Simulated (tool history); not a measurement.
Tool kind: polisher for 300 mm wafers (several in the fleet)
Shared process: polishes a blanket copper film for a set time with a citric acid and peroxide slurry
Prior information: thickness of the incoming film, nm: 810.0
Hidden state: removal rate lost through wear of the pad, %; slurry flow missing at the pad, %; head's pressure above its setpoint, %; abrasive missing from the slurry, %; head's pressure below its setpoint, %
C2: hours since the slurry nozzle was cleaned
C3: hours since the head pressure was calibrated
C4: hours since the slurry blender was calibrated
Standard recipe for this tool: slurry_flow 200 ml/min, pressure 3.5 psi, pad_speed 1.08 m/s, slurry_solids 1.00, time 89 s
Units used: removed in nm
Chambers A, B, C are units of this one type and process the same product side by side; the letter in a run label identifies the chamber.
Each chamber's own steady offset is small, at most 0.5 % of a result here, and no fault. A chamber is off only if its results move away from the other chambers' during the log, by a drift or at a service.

run 1C hour=2.4 | slurry_flow=200 pressure=3.5 pad_speed=1.08 slurry_solids=1.00 time=89 | wafers_polished_on_this_pad=646 C2=279.6 C3=887.5 C4=389.2 | removed=299.42
-- hour=5.1 chamber C: slurry blender recalibrated
run 2A hour=6.3 | slurry_flow=200 pressure=3.5 pad_speed=1.08 slurry_solids=1.00 time=89 | wafers_polished_on_this_pad=706 C2=80.7 C3=244.2 C4=76.0 | removed=305.55
-- hour=7.2 chamber A: worn pad replaced by a new one
run 3B hour=9.2 | slurry_flow=200 pressure=3.5 pad_speed=1.08 slurry_solids=1.00 time=89 | wafers_polished_on_this_pad=187 C2=89.7 C3=158.4 C4=266.9 | removed=301.54
run 4A hour=12.7 | slurry_flow=200 pressure=3.5 pad_speed=1.08 slurry_solids=1.00 time=89 | wafers_polished_on_this_pad=47 C2=87.1 C3=250.6 C4=82.4 | removed=299.96
run 5B hour=16.2 | slurry_flow=200 pressure=3.5 pad_speed=1.08 slurry_solids=1.00 time=89 | wafers_polished_on_this_pad=247 C2=96.7 C3=165.4 C4=273.9 | removed=303.82
run 6C hour=19.3 | slurry_flow=200 pressure=3.5 pad_speed=1.08 slurry_solids=1.00 time=89 | wafers_polished_on_this_pad=791 C2=296.5 C3=904.4 C4=14.3 | removed=299.69
run 7A hour=21.9 | slurry_flow=200 pressure=3.5 pad_speed=1.08 slurry_solids=1.00 time=89 | wafers_polished_on_this_pad=126 C2=96.3 C3=259.8 C4=91.6 | removed=298.84
run 8B hour=25.8 | slurry_flow=200 pressure=3.5 pad_speed=1.08 slurry_solids=1.00 time=114 | wafers_polished_on_this_pad=329 C2=106.3 C3=175.0 C4=283.5 | removed=385.41
-- hour=26.8 chamber A: slurry blender recalibrated
run 9C hour=30.1 | slurry_flow=200 pressure=3.5 pad_speed=1.08 slurry_solids=1.00 time=114 | wafers_polished_on_this_pad=883 C2=307.3 C3=915.2 C4=25.1 | removed=387.13
run 10B hour=32.9 | slurry_flow=200 pressure=3.5 pad_speed=1.08 slurry_solids=1.00 time=114 | wafers_polished_on_this_pad=390 C2=113.4 C3=182.1 C4=290.6 | removed=391.59
run 11C hour=35.1 | slurry_flow=200 pressure=3.5 pad_speed=1.08 slurry_solids=1.00 time=89 | wafers_polished_on_this_pad=926 C2=312.3 C3=920.2 C4=30.1 | removed=302.21
run 12A hour=37.1 | slurry_flow=200 pressure=3.5 pad_speed=1.08 slurry_solids=1.00 time=89 | wafers_polished_on_this_pad=256 C2=111.5 C3=275.0 C4=10.4 | removed=300.72
run 13C hour=40.4 | slurry_flow=200 pressure=3.5 pad_speed=1.08 slurry_solids=1.00 time=89 | wafers_polished_on_this_pad=971 C2=317.6 C3=925.5 C4=35.4 | removed=304.30
run 14B hour=44.0 | slurry_flow=200 pressure=3.5 pad_speed=1.08 slurry_solids=1.00 time=89 | wafers_polished_on_this_pad=484 C2=124.5 C3=193.2 C4=301.7 | removed=304.84
run 15A hour=47.8 | slurry_flow=200 pressure=3.5 pad_speed=1.08 slurry_solids=1.00 time=89 | wafers_polished_on_this_pad=347 C2=122.2 C3=285.7 C4=21.1 | removed=303.68
run 16B hour=50.7 | slurry_flow=200 pressure=3.5 pad_speed=1.08 slurry_solids=1.00 time=89 | wafers_polished_on_this_pad=542 C2=131.2 C3=199.9 C4=308.4 | removed=298.54
run 17A hour=52.8 | slurry_flow=200 pressure=3.5 pad_speed=1.08 slurry_solids=1.00 time=89 | wafers_polished_on_this_pad=390 C2=127.2 C3=290.7 C4=26.1 | removed=300.01
run 18C hour=55.0 | slurry_flow=200 pressure=3.5 pad_speed=1.08 slurry_solids=1.00 time=89 | wafers_polished_on_this_pad=1096 C2=332.2 C3=940.1 C4=50.0 | removed=301.91
run 19C hour=59.4 | slurry_flow=200 pressure=3.5 pad_speed=1.08 slurry_solids=1.00 time=89 | wafers_polished_on_this_pad=1134 C2=336.6 C3=944.5 C4=54.4 | removed=295.03
run 20A hour=62.7 | slurry_flow=200 pressure=3.5 pad_speed=1.08 slurry_solids=1.00 time=89 | wafers_polished_on_this_pad=475 C2=137.1 C3=300.6 C4=36.0 | removed=302.44
run 21B hour=65.6 | slurry_flow=200 pressure=3.5 pad_speed=1.08 slurry_solids=1.00 time=89 | wafers_polished_on_this_pad=669 C2=146.1 C3=214.8 C4=323.3 | removed=302.33
run 22C hour=70.0 | slurry_flow=200 pressure=3.5 pad_speed=1.08 slurry_solids=1.00 time=89 | wafers_polished_on_this_pad=1225 C2=347.2 C3=955.1 C4=65.0 | removed=297.12
run 23B hour=73.6 | slurry_flow=200 pressure=3.5 pad_speed=1.08 slurry_solids=1.00 time=89 | wafers_polished_on_this_pad=738 C2=154.1 C3=222.8 C4=331.3 | removed=303.21
-- hour=77.1 chamber A: worn pad replaced by a new one
run 24A hour=77.6 | slurry_flow=200 pressure=3.5 pad_speed=1.08 slurry_solids=1.00 time=89 | wafers_polished_on_this_pad=5 C2=152.0 C3=315.5 C4=50.9 | removed=303.76
run 25A hour=80.4 | slurry_flow=200 pressure=3.1 pad_speed=1.24 slurry_solids=1.00 time=89 | wafers_polished_on_this_pad=28 C2=154.8 C3=318.3 C4=53.7 | removed=309.92
run 26C hour=84.3 | slurry_flow=200 pressure=3.1 pad_speed=1.24 slurry_solids=1.00 time=89 | wafers_polished_on_this_pad=1347 C2=361.5 C3=969.4 C4=79.3 | removed=296.62
run 27B hour=88.0 | slurry_flow=200 pressure=3.1 pad_speed=1.24 slurry_solids=1.00 time=89 | wafers_polished_on_this_pad=861 C2=168.5 C3=237.2 C4=345.7 | removed=305.42
run 28A hour=90.1 | slurry_flow=200 pressure=3.5 pad_speed=1.08 slurry_solids=1.00 time=89 | wafers_polished_on_this_pad=111 C2=164.5 C3=328.0 C4=63.4 | removed=298.21
run 29C hour=92.0 | slurry_flow=200 pressure=3.5 pad_speed=1.08 slurry_solids=1.00 time=89 | wafers_polished_on_this_pad=1413 C2=369.2 C3=977.1 C4=87.0 | removed=290.59
run 30B hour=93.9 | slurry_flow=200 pressure=3.5 pad_speed=1.08 slurry_solids=1.00 time=89 | wafers_polished_on_this_pad=911 C2=174.4 C3=243.1 C4=351.6 | removed=303.55
run 31A hour=96.7 | slurry_flow=200 pressure=3.5 pad_speed=1.08 slurry_solids=1.00 time=89 | wafers_polished_on_this_pad=168 C2=171.1 C3=334.6 C4=70.0 | removed=299.66
run 32B hour=99.4 | slurry_flow=200 pressure=3.5 pad_speed=1.08 slurry_solids=1.00 time=89 | wafers_polished_on_this_pad=958 C2=179.9 C3=248.6 C4=357.1 | removed=307.46
run 33C hour=101.9 | slurry_flow=200 pressure=3.5 pad_speed=1.08 slurry_solids=1.00 time=89 | wafers_polished_on_this_pad=1497 C2=379.1 C3=987.0 C4=96.9 | removed=289.50
run 34A hour=105.6 | slurry_flow=200 pressure=3.5 pad_speed=1.08 slurry_solids=1.00 time=89 | wafers_polished_on_this_pad=244 C2=180.0 C3=343.5 C4=78.9 | removed=305.60
-- hour=106.9 chamber C: worn pad replaced by a new one
-- hour=108.5 chamber A: head pressure recalibrated
run 35C hour=108.5 | slurry_flow=200 pressure=3.5 pad_speed=1.08 slurry_solids=1.00 time=89 | wafers_polished_on_this_pad=13 C2=385.7 C3=993.6 C4=103.5 | removed=277.65
run 36B hour=112.3 | slurry_flow=200 pressure=3.5 pad_speed=1.08 slurry_solids=0.75 time=65 | wafers_polished_on_this_pad=1069 C2=192.8 C3=261.5 C4=370.0 | removed=204.99
run 37A hour=115.7 | slurry_flow=200 pressure=3.5 pad_speed=1.08 slurry_solids=0.75 time=65 | wafers_polished_on_this_pad=330 C2=190.1 C3=7.3 C4=89.0 | removed=205.82
run 38B hour=118.0 | slurry_flow=200 pressure=3.5 pad_speed=1.08 slurry_solids=0.75 time=65 | wafers_polished_on_this_pad=1117 C2=198.5 C3=267.2 C4=375.7 | removed=207.75
run 39C hour=121.1 | slurry_flow=200 pressure=3.5 pad_speed=1.08 slurry_solids=1.00 time=89 | wafers_polished_on_this_pad=121 C2=398.3 C3=1006.2 C4=116.1 | removed=274.55
run 40C hour=125.2 | slurry_flow=200 pressure=3.5 pad_speed=1.08 slurry_solids=1.00 time=89 | wafers_polished_on_this_pad=156 C2=402.4 C3=1010.3 C4=120.2 | removed=283.96

Predict what each chamber gives when all 3 of them run the settings below next.
run 41A hour=128.4 | slurry_flow=200 pressure=3.5 pad_speed=1.08 slurry_solids=1.15 time=89 | removed=?
run 41B hour=128.4 | slurry_flow=200 pressure=3.5 pad_speed=1.08 slurry_solids=1.15 time=89 | removed=?
run 41C hour=128.4 | slurry_flow=200 pressure=3.5 pad_speed=1.08 slurry_solids=1.15 time=89 | removed=?

run=41A removed=313.34
run=41B removed=309.18
run=41C removed=290.37
